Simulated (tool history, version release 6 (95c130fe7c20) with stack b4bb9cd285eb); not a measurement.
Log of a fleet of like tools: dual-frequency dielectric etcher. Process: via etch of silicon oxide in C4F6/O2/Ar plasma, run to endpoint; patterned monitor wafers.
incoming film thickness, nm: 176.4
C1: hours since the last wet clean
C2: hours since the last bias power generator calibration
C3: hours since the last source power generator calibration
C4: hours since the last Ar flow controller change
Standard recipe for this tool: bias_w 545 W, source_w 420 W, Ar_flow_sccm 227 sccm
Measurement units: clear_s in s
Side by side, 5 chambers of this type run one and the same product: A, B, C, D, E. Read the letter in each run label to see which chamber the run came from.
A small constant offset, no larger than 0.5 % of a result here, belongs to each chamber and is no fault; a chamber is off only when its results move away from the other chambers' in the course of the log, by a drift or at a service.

{"run": "1E", "day": 0.517, "bias_w": 545, "source_w": 420, "Ar_flow_sccm": 227, "C1": 44.5, "C2": 1330.9, "C3": 918.3, "C4": 1433.8, "clear_s": 36.007}
{"run": "2D", "day": 0.988, "bias_w": 545, "source_w": 420, "Ar_flow_sccm": 227, "C1": 275.7, "C2": 508.5, "C3": 4970.7, "C4": 1975.0, "clear_s": 35.787}
{"run": "3C", "day": 1.375, "bias_w": 545, "source_w": 420, "Ar_flow_sccm": 227, "C1": 466.8, "C2": 919.4, "C3": 2136.1, "C4": 404.5, "clear_s": 35.588}
{"run": "4A", "day": 1.917, "bias_w": 545, "source_w": 420, "Ar_flow_sccm": 227, "C1": 371.5, "C2": 4117.2, "C3": 1753.0, "C4": 3857.4, "clear_s": 35.771}
{"run": "5B", "day": 2.296, "bias_w": 545, "source_w": 420, "Ar_flow_sccm": 227, "C1": 372.2, "C2": 1431.6, "C3": 2237.8, "C4": 1254.3, "clear_s": 35.971}
{"run": "6A", "day": 2.575, "bias_w": 545, "source_w": 420, "Ar_flow_sccm": 227, "C1": 387.3, "C2": 4133.0, "C3": 1768.8, "C4": 3873.2, "clear_s": 35.992}
{"run": "7D", "day": 2.975, "bias_w": 545, "source_w": 420, "Ar_flow_sccm": 227, "C1": 323.4, "C2": 556.2, "C3": 5018.4, "C4": 2022.7, "clear_s": 35.528}
{"run": "8E", "day": 3.454, "bias_w": 545, "source_w": 420, "Ar_flow_sccm": 227, "C1": 115.0, "C2": 1401.4, "C3": 988.8, "C4": 1504.3, "clear_s": 35.908}
{"run": "9B", "day": 3.738, "bias_w": 545, "source_w": 420, "Ar_flow_sccm": 227, "C1": 406.8, "C2": 1466.2, "C3": 2272.4, "C4": 1288.9, "clear_s": 35.576}
{"run": "10C", "day": 4.162, "bias_w": 545, "source_w": 420, "Ar_flow_sccm": 227, "C1": 533.7, "C2": 986.3, "C3": 2203.0, "C4": 471.4, "clear_s": 35.947}
{"run": "11D", "day": 4.421, "bias_w": 545, "source_w": 420, "Ar_flow_sccm": 227, "C1": 358.1, "C2": 590.9, "C3": 5053.1, "C4": 2057.4, "clear_s": 35.912}
{"run": "12E", "day": 4.817, "bias_w": 545, "source_w": 420, "Ar_flow_sccm": 227, "C1": 147.7, "C2": 1434.1, "C3": 1021.5, "C4": 1537.0, "clear_s": 36.022}
{"day": 4.95, "done": "chamber D: wet clean of the chamber"}
{"run": "13B", "day": 5.138, "bias_w": 545, "source_w": 420, "Ar_flow_sccm": 227, "C1": 440.4, "C2": 1499.8, "C3": 2306.0, "C4": 1322.5, "clear_s": 35.571}
{"run": "14A", "day": 5.692, "bias_w": 545, "source_w": 500, "Ar_flow_sccm": 186, "C1": 462.1, "C2": 4207.8, "C3": 1843.6, "C4": 3948.0, "clear_s": 32.934}
{"run": "15C", "day": 6.096, "bias_w": 545, "source_w": 500, "Ar_flow_sccm": 186, "C1": 580.1, "C2": 1032.7, "C3": 2249.4, "C4": 517.8, "clear_s": 32.914}
{"day": 6.154, "done": "chamber C: wet clean of the chamber"}
{"run": "16D", "day": 6.592, "bias_w": 545, "source_w": 500, "Ar_flow_sccm": 186, "C1": 39.4, "C2": 643.0, "C3": 5105.2, "C4": 2109.5, "clear_s": 32.823}
{"day": 6.996, "done": "chamber A: wet clean of the chamber"}
{"run": "17C", "day": 7.138, "bias_w": 545, "source_w": 500, "Ar_flow_sccm": 186, "C1": 23.7, "C2": 1057.7, "C3": 2274.4, "C4": 542.8, "clear_s": 32.978}
{"run": "18B", "day": 7.704, "bias_w": 545, "source_w": 500, "Ar_flow_sccm": 186, "C1": 502.0, "C2": 1561.4, "C3": 2367.6, "C4": 1384.1, "clear_s": 32.83}
{"day": 7.854, "done": "chamber A: bias power generator calibrated"}
{"run": "19A", "day": 8.025, "bias_w": 545, "source_w": 420, "Ar_flow_sccm": 227, "C1": 24.8, "C2": 4.1, "C3": 1899.6, "C4": 4004.0, "clear_s": 36.657}
{"run": "20E", "day": 8.442, "bias_w": 545, "source_w": 420, "Ar_flow_sccm": 227, "C1": 234.7, "C2": 1521.1, "C3": 1108.5, "C4": 1624.0, "clear_s": 35.731}
{"run": "21A", "day": 8.812, "bias_w": 545, "source_w": 420, "Ar_flow_sccm": 227, "C1": 43.7, "C2": 23.0, "C3": 1918.5, "C4": 4022.9, "clear_s": 36.849}
{"run": "22C", "day": 9.275, "bias_w": 545, "source_w": 420, "Ar_flow_sccm": 227, "C1": 75.0, "C2": 1109.0, "C3": 2325.7, "C4": 594.1, "clear_s": 35.817}
{"run": "23E", "day": 9.688, "bias_w": 545, "source_w": 420, "Ar_flow_sccm": 227, "C1": 264.6, "C2": 1551.0, "C3": 1138.4, "C4": 1653.9, "clear_s": 35.962}
{"run": "24D", "day": 9.95, "bias_w": 545, "source_w": 420, "Ar_flow_sccm": 227, "C1": 120.0, "C2": 723.6, "C3": 5185.8, "C4": 2190.1, "clear_s": 35.896}
{"run": "25B", "day": 10.242, "bias_w": 545, "source_w": 420, "Ar_flow_sccm": 227, "C1": 562.9, "C2": 1622.3, "C3": 2428.5, "C4": 1445.0, "clear_s": 35.89}
{"run": "26A", "day": 10.725, "bias_w": 545, "source_w": 420, "Ar_flow_sccm": 227, "C1": 89.6, "C2": 68.9, "C3": 1964.4, "C4": 4068.8, "clear_s": 36.836}
{"run": "27C", "day": 11.083, "bias_w": 545, "source_w": 420, "Ar_flow_sccm": 227, "C1": 118.4, "C2": 1152.4, "C3": 2369.1, "C4": 637.5, "clear_s": 35.839}
{"run": "28E", "day": 11.454, "bias_w": 545, "source_w": 420, "Ar_flow_sccm": 227, "C1": 307.0, "C2": 1593.4, "C3": 1180.8, "C4": 1696.3, "clear_s": 35.94}
{"run": "29D", "day": 11.867, "bias_w": 545, "source_w": 340, "Ar_flow_sccm": 181, "C1": 166.0, "C2": 769.6, "C3": 5231.8, "C4": 2236.1, "clear_s": 37.649}
{"run": "30B", "day": 12.158, "bias_w": 545, "source_w": 340, "Ar_flow_sccm": 181, "C1": 608.9, "C2": 1668.3, "C3": 2474.5, "C4": 1491.0, "clear_s": 37.54}
{"day": 12.608, "done": "chamber D: source power generator calibrated"}
{"run": "31D", "day": 12.65, "bias_w": 545, "source_w": 340, "Ar_flow_sccm": 181, "C1": 184.8, "C2": 788.4, "C3": 1.0, "C4": 2254.9, "clear_s": 38.037}
{"day": 12.696, "done": "chamber B: wet clean of the chamber"}
{"run": "32B", "day": 13.125, "bias_w": 545, "source_w": 340, "Ar_flow_sccm": 181, "C1": 10.4, "C2": 1691.5, "C3": 2497.7, "C4": 1514.2, "clear_s": 37.566}
{"run": "33A", "day": 13.521, "bias_w": 545, "source_w": 340, "Ar_flow_sccm": 181, "C1": 156.7, "C2": 136.0, "C3": 2031.5, "C4": 4135.9, "clear_s": 39.017}
{"run": "34C", "day": 13.904, "bias_w": 545, "source_w": 420, "Ar_flow_sccm": 227, "C1": 186.1, "C2": 1220.1, "C3": 2436.8, "C4": 705.2, "clear_s": 35.856}
{"run": "35E", "day": 14.296, "bias_w": 490, "source_w": 350, "Ar_flow_sccm": 227, "C1": 375.2, "C2": 1661.6, "C3": 1249.0, "C4": 1764.5, "clear_s": 40.398}
{"run": "36A", "day": 14.633, "bias_w": 490, "source_w": 350, "Ar_flow_sccm": 227, "C1": 183.4, "C2": 162.7, "C3": 2058.2, "C4": 4162.6, "clear_s": 41.341}
{"run": "37B", "day": 14.992, "bias_w": 490, "source_w": 350, "Ar_flow_sccm": 227, "C1": 55.2, "C2": 1736.3, "C3": 2542.5, "C4": 1559.0, "clear_s": 39.924}
{"run": "38D", "day": 15.371, "bias_w": 490, "source_w": 350, "Ar_flow_sccm": 227, "C1": 250.1, "C2": 853.7, "C3": 66.3, "C4": 2320.2, "clear_s": 40.252}

What goes on in this fleet: one chamber off, a drifting gauge, or nothing beyond the chambers' own small offsets? Name the chamber and the cause, if any.

Chamber A has stood off from the others ever since a service on it.
Most likely cause: etch rate under this chamber's usual, % = 3.19.

Here are 4 candidates for chamber A's next run, each the usual settings with a change, their results left as question marks. Which one brings its results back in line with what the others give on the usual settings?
Maximum distance from the other chambers' mean on the usual settings for a result to count as in line: clear_s 0.480 s
{"run": "39A-1", "day": 15.788, "bias_w": 585, "source_w": 450, "Ar_flow_sccm": 222, "clear_s": "?"}
{"run": "39A-2", "day": 15.788, "bias_w": 505, "source_w": 420, "Ar_flow_sccm": 232, "clear_s": "?"}
{"run": "39A-3", "day": 15.788, "bias_w": 567, "source_w": 440, "Ar_flow_sccm": 224, "clear_s": "?"}
{"run": "39A-4", "day": 15.788, "bias_w": 505, "source_w": 390, "Ar_flow_sccm": 232, "clear_s": "?"}

Average result of the remaining chambers running the usual settings: clear_s 35.821 s
run=39A-1 clear_s=34.952
run=39A-2 clear_s=38.125
run=39A-3 clear_s=35.708
run=39A-4 clear_s=39.198
The right change is 39A-3: it brings the chamber back within the allowed miss of the others.
